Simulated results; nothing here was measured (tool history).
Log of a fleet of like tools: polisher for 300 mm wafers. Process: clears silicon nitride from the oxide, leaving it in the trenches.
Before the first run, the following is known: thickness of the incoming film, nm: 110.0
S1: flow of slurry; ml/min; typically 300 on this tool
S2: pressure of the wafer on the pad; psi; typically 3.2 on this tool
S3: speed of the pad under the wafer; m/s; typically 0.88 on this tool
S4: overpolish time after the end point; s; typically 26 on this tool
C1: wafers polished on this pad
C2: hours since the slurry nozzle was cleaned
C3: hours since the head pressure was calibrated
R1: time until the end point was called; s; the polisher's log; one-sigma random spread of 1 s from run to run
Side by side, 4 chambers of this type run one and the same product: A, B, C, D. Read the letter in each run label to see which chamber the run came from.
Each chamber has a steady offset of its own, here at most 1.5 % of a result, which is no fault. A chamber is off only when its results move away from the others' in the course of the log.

run   hour   S1   S2    S3  S4    C1     C2      C3       R1
 1A    6.6  300  3.2  0.88  26    82  575.7    27.7  104.650
 2B   20.2  300  3.2  0.88  26   409   63.5   954.3  104.890
 3D   33.8  300  3.2  0.88  26   969  383.7   137.6  104.640
 4C   44.9  300  3.2  0.88  26   461  473.6   356.0  103.260
 5D   57.8  300  2.5  0.76  26  1100  407.7   161.6  154.890
 6B   65.1  300  2.5  0.76  26   655  108.4   999.2  151.200
 7C   79.4  300  2.5  0.76  26   650  508.1   390.5  152.240
 8A   88.3  300  2.5  0.76  26   530  657.4   109.4  151.510
      89.4  -- chamber C: slurry nozzle cleaned
 9B   96.9  300  3.2  0.88  26   830  140.2  1031.0  102.960
     101.2  -- chamber D: slurry nozzle cleaned
     101.7  -- chamber D: worn pad replaced by a new one
     108.4  -- chamber A: slurry nozzle cleaned
10D  110.2  355  3.2  0.88  26    46    9.0   214.0  102.610
11C  119.7  355  3.2  0.88  26   871   30.3   430.8  103.510
12A  131.4  355  3.2  0.88  26   766   23.1   152.5  102.750
13A  145.9  355  3.2  0.88  26   845   37.6   167.0  100.160
     151.2  -- chamber C: worn pad replaced by a new one
14C  159.2  300  3.2  0.88  26    44   69.8   470.3  104.210
15B  165.8  300  3.2  0.88  26  1207  209.1  1099.9  104.940
16D  179.7  300  3.2  0.88  26   427   78.5   283.5  105.110
17D  190.5  300  3.2  0.88  26   486   89.3   294.3  104.040
     196.5  -- chamber B: worn pad replaced by a new one
18B  204.3  300  3.2  0.88  26    42  247.6  1138.4  107.500
19A  214.1  300  3.2  1.00  13  1219  105.8   235.2   92.419
     219.6  -- chamber D: head pressure recalibrated
20C  228.0  300  3.2  1.00  13   421  138.6   539.1   89.538
     238.9  -- chamber A: worn pad replaced by a new one
21B  241.5  300  3.2  1.00  13   246  284.8  1175.6   96.334
22D  250.5  300  3.2  1.00  13   815  149.3    30.9   91.067
23C  261.8  300  3.2  0.88  26   606  172.4   572.9  104.280
24A  270.6  300  3.2  0.88  26   173  162.3   291.7  104.240
25D  284.5  300  3.2  0.88  26  1002  183.3    64.9  103.190
     291.1  -- chamber B: slurry nozzle cleaned
26B  295.3  300  3.2  0.88  26   541    4.3  1229.4  109.130
27C  309.7  300  3.2  0.88  26   869  220.3   620.8  103.830
     313.0  -- chamber D: worn pad replaced by a new one
     313.3  -- chamber A: head pressure recalibrated
28A  321.8  300  3.2  0.88  26   454  213.5     8.6  101.490
29A  333.3  300  3.2  0.88  26   517  225.0    20.1  103.760
30D  341.2  300  3.2  0.88  26   155  240.0   121.6  105.680
31B  349.5  300  3.2  0.88  26   838   58.5  1283.6  108.650
32C  364.1  300  3.2  0.88  26  1167  274.7   675.2  105.330
     366.8  -- chamber C: worn pad replaced by a new one
33C  377.9  300  3.2  0.88  26    61  288.5   689.0  104.190
34D  384.4  300  3.2  0.88  26   391  283.2   164.8  102.230
35A  396.3  300  3.2  0.88  26   862  288.0    83.1  102.230
     405.5  -- chamber B: worn pad replaced by a new one
36B  407.7  300  3.2  0.88  26    12  116.7  1341.8  113.270
37B  418.9  300  3.2  0.88  26    73  127.9  1353.0  111.840
38D  433.8  300  3.2  0.88  26   662  332.6   214.2  103.860
39A  445.9  345  3.2  0.74  26  1134  337.6   132.7  122.160
40C  456.9  345  3.2  0.74  26   494  367.5   768.0  120.800
41B  465.7  345  3.2  0.74  26   330  174.7  1399.8  135.590
     477.0  -- chamber A: worn pad replaced by a new one
42A  478.4  345  3.2  0.74  26     7  370.1   165.2  122.410
43D  491.0  300  3.2  0.88  26   976  389.8   271.4  104.090
44C  504.7  300  3.2  0.88  16   756  415.3   815.8  106.350

Which is it: a chamber that has drifted or been left off by a service, a gauge drift common to all chambers, or only each chamber's usual small offset? If a chamber is off, name it and its likeliest cause.

One chamber, B, drifts off from the rest bit by bit.
What lies behind it: head's pressure below its setpoint, % = 10.1.

Which of the 4 candidates below, each the usual settings with something changed and its results left as question marks, puts chamber B back in line with what the other chambers give on the usual settings?
In line here means within this much of the mean the other chambers give on the usual settings: R1 3.700 s
45B-1  515.4  300  3.2  0.98  26               ?
45B-2  515.4  300  3.1  0.88  26               ?
45B-3  515.4  300  3.0  0.84  26               ?
45B-4  515.4  300  3.2  0.90  26               ?

Other chambers, usual settings, mean: R1 104.170 s
  run       R1
45B-1  103.260
45B-2  118.800
45B-3  128.620
45B-4  112.550
Change 45B-1 lands the chamber within the allowed miss of the other chambers.

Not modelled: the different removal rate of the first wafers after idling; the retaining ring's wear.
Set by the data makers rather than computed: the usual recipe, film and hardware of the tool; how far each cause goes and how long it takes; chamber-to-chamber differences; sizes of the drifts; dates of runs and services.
